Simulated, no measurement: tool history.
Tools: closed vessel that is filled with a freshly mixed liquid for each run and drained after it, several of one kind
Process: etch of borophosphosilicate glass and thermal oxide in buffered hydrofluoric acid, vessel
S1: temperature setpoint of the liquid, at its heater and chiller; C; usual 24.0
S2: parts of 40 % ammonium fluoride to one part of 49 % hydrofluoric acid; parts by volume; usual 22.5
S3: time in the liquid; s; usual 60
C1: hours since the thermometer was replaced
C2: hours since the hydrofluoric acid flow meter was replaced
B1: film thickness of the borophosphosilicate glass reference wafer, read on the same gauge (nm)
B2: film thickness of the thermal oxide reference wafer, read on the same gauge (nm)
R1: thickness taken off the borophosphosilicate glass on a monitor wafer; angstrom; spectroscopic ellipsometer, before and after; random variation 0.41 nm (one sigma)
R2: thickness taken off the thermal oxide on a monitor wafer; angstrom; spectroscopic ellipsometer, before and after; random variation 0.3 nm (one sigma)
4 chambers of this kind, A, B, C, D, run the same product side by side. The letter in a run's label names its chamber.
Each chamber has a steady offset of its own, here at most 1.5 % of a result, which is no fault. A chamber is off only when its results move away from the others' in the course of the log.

| run | hour | S1 | S2 | S3 | C1 | C2 | B1 | B2 | R1 | R2 |
|---|---|---|---|---|---|---|---|---|---|---|
| 1B | 7.7 | 24.0 | 22.5 | 60 | 2062.4 | 1045.7 | 49.982 | 59.971 | 632.28 | 326.15 |
| 2D | 16.5 | 24.0 | 22.5 | 60 | 426.9 | 1145.8 | 49.979 | 59.994 | 634.07 | 325.03 |
| 3C | 29.1 | 24.0 | 22.5 | 60 | 528.1 | 374.1 | 49.961 | 60.004 | 639.38 | 322.54 |
| 4A | 43.1 | 24.0 | 22.5 | 60 | 1552.8 | 2135.1 | 50.014 | 59.975 | 647.34 | 321.83 |
| 5C | 51.6 | 26.0 | 25.0 | 60 | 550.6 | 396.6 | 49.999 | 60.019 | 663.96 | 329.55 |
| 6A | 65.9 | 26.0 | 25.0 | 60 | 1575.6 | 2157.9 | 50.022 | 60.012 | 671.17 | 333.27 |
| 7B | 78.1 | 26.0 | 25.0 | 60 | 2132.8 | 1116.1 | 50.022 | 59.985 | 657.22 | 333.29 |
| 8D | 87.2 | 26.0 | 25.0 | 60 | 497.6 | 1216.5 | 49.967 | 59.992 | 658.85 | 332.83 |
| 9A | 96.8 | 24.0 | 22.5 | 60 | 1606.5 | 2188.8 | 50.002 | 59.996 | 633.82 | 319.84 |
| 10D | 109.2 | 24.0 | 22.5 | 60 | 519.6 | 1238.5 | 50.010 | 59.992 | 628.60 | 327.83 |
| 11B | 117.4 | 24.0 | 22.5 | 60 | 2172.1 | 1155.4 | 49.986 | 59.980 | 640.79 | 321.94 |
| 12C | 127.5 | 24.0 | 22.5 | 60 | 626.5 | 472.5 | 49.961 | 59.949 | 645.18 | 320.23 |
| 13D | 136.9 | 21.5 | 17.0 | 60 | 547.3 | 1266.2 | 49.998 | 59.981 | 711.52 | 365.04 |
| 14A | 152.2 | 21.5 | 17.0 | 60 | 1661.9 | 2244.2 | 50.034 | 60.017 | 711.62 | 354.42 |
| 15B | 165.7 | 21.5 | 17.0 | 60 | 2220.4 | 1203.7 | 50.030 | 60.025 | 717.22 | 360.19 |
| 16C | 179.4 | 21.5 | 17.0 | 60 | 678.4 | 524.4 | 49.984 | 60.020 | 711.69 | 355.16 |
| 17C | 186.8 | 19.0 | 22.5 | 60 | 685.8 | 531.8 | 49.986 | 60.012 | 487.86 | 237.30 |
| 18A | 195.9 | 19.0 | 22.5 | 60 | 1705.6 | 2287.9 | 50.017 | 59.997 | 488.77 | 241.01 |
| 19D | 203.4 | 19.0 | 22.5 | 60 | 613.8 | 1332.7 | 49.978 | 60.047 | 484.51 | 244.94 |
| 20B | 218.9 | 19.0 | 22.5 | 60 | 2273.6 | 1256.9 | 49.970 | 59.962 | 480.79 | 243.87 |
| 21C | 230.3 | 24.0 | 22.5 | 60 | 729.3 | 575.3 | 49.995 | 59.992 | 645.90 | 317.48 |
| 22B | 242.1 | 24.0 | 22.5 | 90 | 2296.8 | 1280.1 | 49.975 | 59.983 | 960.51 | 484.16 |
| 23A | 256.3 | 24.0 | 22.5 | 90 | 1766.0 | 2348.3 | 50.010 | 60.010 | 958.69 | 485.18 |
|  | 260.7 | chamber A: hydrofluoric acid flow meter replaced |
| 24D | 265.7 | 24.0 | 22.5 | 90 | 676.1 | 1395.0 | 49.964 | 60.003 | 948.46 | 484.59 |
| 25A | 279.9 | 24.0 | 22.5 | 90 | 1789.6 | 19.2 | 50.044 | 59.981 | 956.63 | 479.55 |
| 26C | 294.9 | 20.0 | 22.5 | 70 | 793.9 | 639.9 | 49.986 | 60.048 | 602.00 | 298.04 |
| 27B | 308.6 | 20.0 | 22.5 | 70 | 2363.3 | 1346.6 | 49.989 | 59.965 | 601.99 | 304.71 |
| 28D | 317.8 | 20.0 | 22.5 | 70 | 728.2 | 1447.1 | 50.015 | 59.999 | 595.05 | 302.62 |
| 29B | 326.5 | 20.0 | 22.5 | 70 | 2381.2 | 1364.5 | 50.004 | 60.000 | 601.49 | 297.00 |
| 30C | 333.5 | 24.0 | 22.5 | 60 | 832.5 | 678.5 | 50.003 | 60.039 | 643.45 | 314.84 |

All 4 chambers run these settings next. Forecast each chamber's results:
| 31A | 344.7 | 24.0 | 22.5 | 60 |  |  |  |  | ? | ? |
| 31B | 344.7 | 24.0 | 22.5 | 60 |  |  |  |  | ? | ? |
| 31C | 344.7 | 24.0 | 22.5 | 60 |  |  |  |  | ? | ? |
| 31D | 344.7 | 24.0 | 22.5 | 60 |  |  |  |  | ? | ? |

| run | R1 | R2 |
|---|---|---|
| 31A | 636.71 | 317.17 |
| 31B | 640.90 | 321.62 |
| 31C | 641.42 | 317.22 |
| 31D | 636.44 | 324.91 |
